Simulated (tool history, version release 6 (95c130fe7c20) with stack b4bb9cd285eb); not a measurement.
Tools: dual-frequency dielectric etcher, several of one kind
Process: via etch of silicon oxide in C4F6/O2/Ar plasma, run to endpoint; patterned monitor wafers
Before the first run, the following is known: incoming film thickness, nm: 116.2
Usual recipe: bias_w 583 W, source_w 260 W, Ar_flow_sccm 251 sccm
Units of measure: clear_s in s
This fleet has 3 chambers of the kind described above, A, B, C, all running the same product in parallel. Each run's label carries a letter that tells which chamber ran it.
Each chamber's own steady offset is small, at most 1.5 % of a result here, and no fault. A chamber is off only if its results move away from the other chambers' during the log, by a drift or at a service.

run    day  bias_w  source_w  Ar_flow_sccm  hours since the last wet clean  hours since the last bias power generator calibration  hours since the last source power generator calibration  hours since the last Ar flow controller change  clear_s
 1A  0.125     583       260           251                           426.4                                                 2841.5                                                   3463.1                                           464.4   28.193
 2C  0.238     583       260           251                            49.8                                                 1671.1                                                   1457.7                                            2913   27.718
 3B  0.429     583       260           251                           250.1                                                  889.1                                                   1541.3                                            1202   27.729
 4B  0.517     583       260           251                           252.2                                                  891.2                                                   1543.4                                          1204.1   27.543
 5C    0.6     583       260           251                            58.5                                                 1679.8                                                   1466.4                                          2921.7   27.746
 6A  0.704     583       260           251                           440.3                                                 2855.4                                                     3477                                           478.3   27.909
 7B  0.808     583       260           251                           259.2                                                  898.2                                                   1550.4                                          1211.1    27.82
 8A  0.967     583       260           251                           446.6                                                 2861.7                                                   3483.3                                           484.6   28.138
 9C  1.071     583       260           251                            69.8                                                 1691.1                                                   1477.7                                            2933   27.789
10C  1.262     583       260           251                            74.4                                                 1695.7                                                   1482.3                                          2937.6   27.777
11A  1.429     583       260           190                           457.7                                                 2872.8                                                   3494.4                                           495.7   27.141
12B  1.571     583       260           190                           277.5                                                  916.5                                                   1568.7                                          1229.4   26.917
13B  1.721     583       260           190                           281.1                                                  920.1                                                   1572.3                                            1233   26.852
14C  1.867     583       240           219                            88.9                                                 1710.2                                                   1496.8                                          2952.1   28.143
15A  2.042     583       240           219                           472.4                                                 2887.5                                                   3509.1                                           510.4   28.583
16C  2.175     583       240           219                            96.3                                                 1717.6                                                   1504.2                                          2959.5   28.119
17A  2.304     583       260           251                           478.7                                                 2893.8                                                   3515.4                                           516.7   28.164
18B  2.462     583       260           251                           298.9                                                  937.9                                                   1590.1                                          1250.8   27.793
19B  2.658     583       260           251                           303.6                                                  942.6                                                   1594.8                                          1255.5   27.628
20A  2.817     583       260           251                             491                                                 2906.1                                                   3527.7                                             529   28.228
21C  2.979     583       260           251                           115.6                                                 1736.9                                                   1523.5                                          2978.8   27.747
22B  3.083     583       260           251                           313.8                                                  952.8                                                     1605                                          1265.7   27.706
23A  3.242     583       260           251                           501.2                                                 2916.3                                                   3537.9                                           539.2   28.103
24C  3.383     583       260           251                           125.3                                                 1746.6                                                   1533.2                                          2988.5   27.755
25A  3.508     583       260           251                           507.6                                                 2922.7                                                   3544.3                                           545.6   27.932
26C  3.675     583       260           251                           132.3                                                 1753.6                                                   1540.2                                          2995.5    27.42

Next, all 3 chambers run the settings below, one line each with question marks for the results. What does each chamber give?
27A  3.817     583       260           300                                                                                                                                                                                                        ?
27B  3.817     583       260           300                                                                                                                                                                                                        ?
27C  3.817     583       260           300                                                                                                                                                                                                        ?

run  clear_s
27A   28.666
27B   28.326
27C   28.116
